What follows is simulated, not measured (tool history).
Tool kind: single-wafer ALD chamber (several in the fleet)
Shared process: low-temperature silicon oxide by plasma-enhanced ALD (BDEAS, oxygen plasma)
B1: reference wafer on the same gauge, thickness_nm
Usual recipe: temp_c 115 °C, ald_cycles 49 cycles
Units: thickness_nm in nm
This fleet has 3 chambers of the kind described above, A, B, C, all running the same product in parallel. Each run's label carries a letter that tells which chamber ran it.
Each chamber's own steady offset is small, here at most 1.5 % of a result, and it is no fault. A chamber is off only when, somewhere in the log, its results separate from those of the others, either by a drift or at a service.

run 1B hour=7 | temp_c=115 ald_cycles=49 | B1=5.5694 | thickness_nm=6.7638
run 2C hour=13.5 | temp_c=115 ald_cycles=49 | B1=5.5682 | thickness_nm=6.9155
run 3A hour=24.1 | temp_c=115 ald_cycles=49 | B1=5.5681 | thickness_nm=6.8019
run 4A hour=36.2 | temp_c=115 ald_cycles=49 | B1=5.5669 | thickness_nm=6.8066
run 5C hour=48.7 | temp_c=115 ald_cycles=49 | B1=5.5665 | thickness_nm=6.9081
run 6B hour=59.6 | temp_c=115 ald_cycles=49 | B1=5.5661 | thickness_nm=6.7646
run 7C hour=72 | temp_c=115 ald_cycles=53 | B1=5.5639 | thickness_nm=7.4653
run 8A hour=82 | temp_c=115 ald_cycles=53 | B1=5.5645 | thickness_nm=7.3634
run 9B hour=88.9 | temp_c=115 ald_cycles=53 | B1=5.5647 | thickness_nm=7.3113
run 10A hour=97.9 | temp_c=115 ald_cycles=49 | B1=5.5621 | thickness_nm=6.8055
run 11B hour=107.6 | temp_c=115 ald_cycles=49 | B1=5.5618 | thickness_nm=6.761
run 12C hour=118.1 | temp_c=115 ald_cycles=49 | B1=5.561 | thickness_nm=6.9049
run 13C hour=131.7 | temp_c=115 ald_cycles=49 | B1=5.5622 | thickness_nm=6.8883
run 14A hour=145.5 | temp_c=115 ald_cycles=49 | B1=5.5591 | thickness_nm=6.7884
run 15B hour=159.6 | temp_c=115 ald_cycles=49 | B1=5.5578 | thickness_nm=6.7546
run 16C hour=174.1 | temp_c=115 ald_cycles=49 | B1=5.5575 | thickness_nm=6.8862
run 17A hour=181.3 | temp_c=115 ald_cycles=49 | B1=5.5569 | thickness_nm=6.7847
run 18B hour=193.9 | temp_c=115 ald_cycles=49 | B1=5.5537 | thickness_nm=6.7432
run 19A hour=206.6 | temp_c=125 ald_cycles=52 | B1=5.5554 | thickness_nm=7.0691
run 20B hour=220.4 | temp_c=125 ald_cycles=52 | B1=5.5542 | thickness_nm=7.027
run 21C hour=232.3 | temp_c=125 ald_cycles=52 | B1=5.5523 | thickness_nm=7.1705
run 22C hour=241.7 | temp_c=115 ald_cycles=49 | B1=5.5519 | thickness_nm=6.8793
run 23B hour=256.6 | temp_c=115 ald_cycles=49 | B1=5.55 | thickness_nm=6.7467
run 24A hour=267.7 | temp_c=115 ald_cycles=49 | B1=5.5498 | thickness_nm=6.785
run 25C hour=279.1 | temp_c=128 ald_cycles=49 | B1=5.5476 | thickness_nm=6.7174
run 26B hour=290.8 | temp_c=128 ald_cycles=49 | B1=5.5486 | thickness_nm=6.5848
run 27A hour=299.2 | temp_c=128 ald_cycles=49 | B1=5.5476 | thickness_nm=6.6078
run 28C hour=310.9 | temp_c=115 ald_cycles=49 | B1=5.5468 | thickness_nm=6.8809
run 29B hour=321.3 | temp_c=115 ald_cycles=49 | B1=5.5463 | thickness_nm=6.7353
run 30A hour=334.9 | temp_c=115 ald_cycles=49 | B1=5.5443 | thickness_nm=6.775
run 31A hour=344.7 | temp_c=115 ald_cycles=49 | B1=5.5446 | thickness_nm=6.7816

Predict what each chamber gives when all 3 of them run the settings below next.
run 32A hour=355.4 | temp_c=115 ald_cycles=49 | thickness_nm=?
run 32B hour=355.4 | temp_c=115 ald_cycles=49 | thickness_nm=?
run 32C hour=355.4 | temp_c=115 ald_cycles=49 | thickness_nm=?

run=32A thickness_nm=6.7801
run=32B thickness_nm=6.7343
run=32C thickness_nm=6.8607
